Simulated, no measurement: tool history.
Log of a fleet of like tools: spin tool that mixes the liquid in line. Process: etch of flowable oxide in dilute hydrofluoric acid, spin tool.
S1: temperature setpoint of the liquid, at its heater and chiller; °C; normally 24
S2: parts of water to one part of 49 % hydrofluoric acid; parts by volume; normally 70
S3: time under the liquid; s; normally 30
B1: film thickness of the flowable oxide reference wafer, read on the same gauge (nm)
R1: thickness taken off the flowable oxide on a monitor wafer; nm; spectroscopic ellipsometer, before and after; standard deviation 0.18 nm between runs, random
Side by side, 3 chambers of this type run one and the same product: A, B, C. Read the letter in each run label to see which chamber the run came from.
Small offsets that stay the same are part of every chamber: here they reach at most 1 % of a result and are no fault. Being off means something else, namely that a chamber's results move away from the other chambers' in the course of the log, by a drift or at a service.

run   hour    S1  S2  S3      B1      R1
 1C    6.7    24  70  30  99.977  19.075
 2B   11.1    24  70  30  99.936  19.197
 3A   16.5    24  70  30  99.985  19.006
      18.5  -- chamber C: thermometer replaced
 4B   23.6    24  70  30  99.988  19.181
 5C   28.7    24  70  30  100.04  19.071
 6A   33.5    24  40  30  100.01  34.039
 7B   38.8    24  40  30  100.01  35.074
 8A   44.6    24  40  30  99.997  34.336
 9C   48.8    24  70  30  100.01  19.218
10C   55.7    24  70  30  99.954   19.08
11B   61.7    24  70  30  100.03  19.036
12A   69.1    24  55  30  100.02  24.239
13C     75    24  55  30     100  25.239
      79.3  -- chamber A: thermometer replaced
14A   81.3    24  55  30  100.04  25.017
15B   84.8    24  70  30  100.01  19.058
16A   92.4    24  70  30  99.963  19.444
17B   96.5    24  70  30  99.957  19.202
18C  100.4    24  70  30  100.01  19.558
19C  106.6    24  70  30  100.01  19.704
20B  112.6    24  70  30  99.974  18.841
21A  116.3    24  70  30  100.01  19.026
22C  123.4    24  70  30  99.993   19.88
23B  130.9    24  70  30  99.963  19.017
24A  137.1  20.5  50  30  100.01  23.919
25C  144.3  20.5  50  30  100.02  25.266
26A  149.7  20.5  50  30  99.995  23.515
27B  154.9    24  70  30  99.979  19.088
28A  158.3    24  70  30  100.01  19.443
29B  165.1    24  70  30  99.988  19.004
30C  169.9    24  70  30     100  20.561
31B  174.2    24  70  30  100.01  18.946
32C  177.6    24  70  30     100  20.561
33A  184.2    24  70  30  100.01   19.11
34B  190.1    24  90  30  100.03  14.484
35C  195.1    24  90  30  99.993  15.665
36A  202.9    24  90  30  100.01  14.665
37C  206.5    28  95  30   99.98  17.191
38B  213.6    28  95  30  100.02  15.735
39A  217.4    28  95  30  100.02  16.215
40A  224.4    24  70  30  100.01  19.305
41C  230.3    24  70  30  100.03  21.105
42B  237.1    24  70  30  100.01  19.296

All chambers now run identical settings, listed one chamber a line with results as question marks. What results will each chamber show?
43A  242.6  24  50  30       ?
43B  242.6  24  50  30       ?
43C  242.6  24  50  30       ?

run      R1
43A  27.547
43B  27.367
43C  30.338
